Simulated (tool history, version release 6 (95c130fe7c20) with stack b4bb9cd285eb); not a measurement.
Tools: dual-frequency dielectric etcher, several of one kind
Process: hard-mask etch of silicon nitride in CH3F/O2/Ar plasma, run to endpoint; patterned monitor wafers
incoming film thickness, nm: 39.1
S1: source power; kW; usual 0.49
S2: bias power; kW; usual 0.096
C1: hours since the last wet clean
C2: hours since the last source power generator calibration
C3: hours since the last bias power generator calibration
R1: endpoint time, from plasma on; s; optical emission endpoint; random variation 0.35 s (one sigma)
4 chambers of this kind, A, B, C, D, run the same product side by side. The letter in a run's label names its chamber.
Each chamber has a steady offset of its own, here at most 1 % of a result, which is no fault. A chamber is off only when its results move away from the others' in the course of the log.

run 1D hour=5.5 | S1=0.49 S2=0.096 | C1=43.4 C2=1219.5 C3=1076.6 | R1=47.687
run 2B hour=9.3 | S1=0.49 S2=0.096 | C1=286.8 C2=1273.9 C3=1024 | R1=46.903
run 3A hour=13.1 | S1=0.49 S2=0.096 | C1=30.4 C2=2167.5 C3=2987 | R1=48.191
run 4C hour=20.2 | S1=0.49 S2=0.096 | C1=253.7 C2=2868.5 C3=949.7 | R1=46.856
run 5B hour=25.8 | S1=0.49 S2=0.096 | C1=303.3 C2=1290.4 C3=1040.5 | R1=46.907
run 6D hour=32.1 | S1=0.49 S2=0.096 | C1=70 C2=1246.1 C3=1103.2 | R1=47.242
run 7A hour=35.6 | S1=0.49 S2=0.096 | C1=52.9 C2=2190 C3=3009.5 | R1=47.552
run 8C hour=42.3 | S1=0.45 S2=0.116 | C1=275.8 C2=2890.6 C3=971.8 | R1=45.566
run 9C hour=47.1 | S1=0.45 S2=0.116 | C1=280.6 C2=2895.4 C3=976.6 | R1=45.025
run 10B hour=52 | S1=0.45 S2=0.116 | C1=329.5 C2=1316.6 C3=1066.7 | R1=45.214
run 11D hour=57.5 | S1=0.45 S2=0.116 | C1=95.4 C2=1271.5 C3=1128.6 | R1=45.198
run 12A hour=63.4 | S1=0.44 S2=0.111 | C1=80.7 C2=2217.8 C3=3037.3 | R1=47.698
run 13B hour=68 | S1=0.44 S2=0.111 | C1=345.5 C2=1332.6 C3=1082.7 | R1=46.25
run 14D hour=75.3 | S1=0.44 S2=0.111 | C1=113.2 C2=1289.3 C3=1146.4 | R1=47.666
run 15C hour=81.8 | S1=0.44 S2=0.111 | C1=315.3 C2=2930.1 C3=1011.3 | R1=47.082
run 16A hour=87.1 | S1=0.49 S2=0.096 | C1=104.4 C2=2241.5 C3=3061 | R1=47.996
run 17A hour=93.7 | S1=0.49 S2=0.096 | C1=111 C2=2248.1 C3=3067.6 | R1=47.939
run 18B hour=98.6 | S1=0.49 S2=0.096 | C1=376.1 C2=1363.2 C3=1113.3 | R1=47.513
run 19D hour=103.3 | S1=0.49 S2=0.096 | C1=141.2 C2=1317.3 C3=1174.4 | R1=47.711
run 20C hour=107.6 | S1=0.49 S2=0.096 | C1=341.1 C2=2955.9 C3=1037.1 | R1=47.094
run 21A hour=111.6 | S1=0.49 S2=0.096 | C1=128.9 C2=2266 C3=3085.5 | R1=47.875
run 22C hour=116.7 | S1=0.49 S2=0.082 | C1=350.2 C2=2965 C3=1046.2 | R1=49.475
-- hour=117.2 chamber C: wet clean of the chamber
run 23B hour=120.1 | S1=0.49 S2=0.082 | C1=397.6 C2=1384.7 C3=1134.8 | R1=49.89
run 24D hour=124.7 | S1=0.49 S2=0.082 | C1=162.6 C2=1338.7 C3=1195.8 | R1=50.3
run 25C hour=130.3 | S1=0.49 S2=0.082 | C1=13.1 C2=2978.6 C3=1059.8 | R1=49.424
run 26B hour=137.1 | S1=0.49 S2=0.096 | C1=414.6 C2=1401.7 C3=1151.8 | R1=47.352
run 27A hour=143.8 | S1=0.49 S2=0.096 | C1=161.1 C2=2298.2 C3=3117.7 | R1=47.928
run 28D hour=150.4 | S1=0.49 S2=0.096 | C1=188.3 C2=1364.4 C3=1221.5 | R1=47.61

All 4 chambers run these settings next. Forecast each chamber's results:
run 29A hour=155.7 | S1=0.49 S2=0.073 | R1=?
run 29B hour=155.7 | S1=0.49 S2=0.073 | R1=?
run 29C hour=155.7 | S1=0.49 S2=0.073 | R1=?
run 29D hour=155.7 | S1=0.49 S2=0.073 | R1=?

run=29A R1=52.524
run=29B R1=51.625
run=29C R1=51.747
run=29D R1=51.792

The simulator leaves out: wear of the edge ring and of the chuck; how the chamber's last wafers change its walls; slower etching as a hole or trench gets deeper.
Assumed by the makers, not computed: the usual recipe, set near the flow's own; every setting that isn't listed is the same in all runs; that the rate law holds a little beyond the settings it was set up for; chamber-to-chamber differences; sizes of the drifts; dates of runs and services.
